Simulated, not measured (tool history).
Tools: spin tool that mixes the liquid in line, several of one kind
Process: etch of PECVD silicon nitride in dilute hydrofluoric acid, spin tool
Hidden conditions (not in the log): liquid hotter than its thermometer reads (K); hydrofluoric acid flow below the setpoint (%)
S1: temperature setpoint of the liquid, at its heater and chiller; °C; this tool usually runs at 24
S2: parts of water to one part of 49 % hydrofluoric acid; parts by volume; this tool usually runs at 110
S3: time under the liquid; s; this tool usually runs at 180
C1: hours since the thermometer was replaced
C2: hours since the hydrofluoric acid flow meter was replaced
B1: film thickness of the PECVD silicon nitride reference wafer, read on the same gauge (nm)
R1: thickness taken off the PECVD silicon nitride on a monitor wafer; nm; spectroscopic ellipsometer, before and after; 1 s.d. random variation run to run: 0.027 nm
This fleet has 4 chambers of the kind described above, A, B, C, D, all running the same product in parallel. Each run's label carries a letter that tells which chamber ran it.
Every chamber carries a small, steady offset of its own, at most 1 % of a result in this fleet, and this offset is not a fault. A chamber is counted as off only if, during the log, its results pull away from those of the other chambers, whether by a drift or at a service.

run	day	S1	S2	S3	C1	C2	B1	R1
1C	0.221	24	110	180	858.9	1140.1	139.96	2.8831
# day 0.308: chamber B: thermometer replaced
2B	0.388	24	110	180	1.9	1261	140.01	2.9022
3D	0.562	24	110	180	219.4	853.4	139.96	2.8932
4A	0.8	24	110	180	678.5	1059.8	139.99	2.8555
5C	0.975	24	110	180	877	1158.2	140.02	2.8977
6A	1.262	24	110	180	689.6	1070.9	139.99	2.9061
7B	1.458	24	110	180	27.6	1286.7	139.97	2.9179
8D	1.746	24	110	180	247.8	881.8	139.99	2.9701
9C	2.012	24	110	180	901.9	1183.1	140.02	2.8847
10A	2.262	24	110	180	713.6	1094.9	140.02	2.9284
11B	2.404	24	110	180	50.3	1309.4	140.03	2.8971
12D	2.671	24	110	180	270	904	139.99	2.9879
13C	2.954	24	110	180	924.5	1205.7	139.98	2.8735
14B	3.188	24	110	180	69.1	1328.2	140	2.8386
15D	3.396	24	110	180	287.4	921.4	140.02	2.9844
16A	3.567	24	110	180	744.9	1126.2	140	2.8705
17C	3.838	24	110	180	945.7	1226.9	139.97	2.9292
18A	3.988	24	110	180	755	1136.3	140.01	2.9302
19B	4.208	24	110	180	93.6	1352.7	139.97	2.864
20D	4.475	24	110	180	313.3	947.3	139.97	3.0721
21A	4.738	24	110	180	773	1154.3	139.98	2.9036
22C	5	24	110	180	973.6	1254.8	139.98	2.8993
23B	5.204	21.5	110	110	117.5	1376.6	139.99	1.4891
24D	5.342	21.5	110	110	334.1	968.1	140.02	1.5707
25B	5.6	21.5	110	110	127	1386.1	140.01	1.4909
26A	5.833	21.5	110	110	799.3	1180.6	140.01	1.531
27D	6.092	24	110	180	352.1	986.1	139.98	3.1365
28C	6.383	24	110	180	1006.8	1288	139.98	2.8586
29D	6.608	24	110	180	364.5	998.5	139.98	3.1743
30B	6.817	24	110	180	156.2	1415.3	140.01	2.899
31A	6.946	24	110	180	826	1207.3	140.03	2.9184
32C	7.079	24	110	180	1023.5	1304.7	139.99	2.9233
33C	7.317	24	110	180	1029.2	1310.4	140	2.8799
34A	7.583	24	110	180	841.3	1222.6	139.95	2.9216
35B	7.871	24	110	180	181.5	1440.6	140	2.898

Decide between three cases: one chamber stands off from its peers, the gauge reading all wafers drifts, or nothing is wrong past each chamber's small offset. Where a chamber is off, say which and what most likely put it there.

It is chamber D that slowly wanders off from its peers.
What lies behind it: liquid hotter than its thermometer reads (K) = 1.63.
It could be hard to tell apart here from: hydrofluoric acid flow above the setpoint (%).

Below are 4 candidate recipes for chamber D's next run, each the usual settings with a change, their results shown as question marks. Which of them brings D's results back in line with what the other chambers give on the usual settings?
In line here means within this much of the mean the other chambers give on the usual settings: R1 0.095 nm
36D-1	8.079	24.5	110	210				?
36D-2	8.079	24	110	160				?
36D-3	8.079	24	105	190				?
36D-4	8.079	23.5	110	155				?

What the other chambers average on the usual settings: R1 2.8976 nm
run	R1
36D-1	3.8639
36D-2	2.8485
36D-3	3.5445
36D-4	2.6697
Change 36D-2 lands the chamber within the allowed miss of the other chambers.
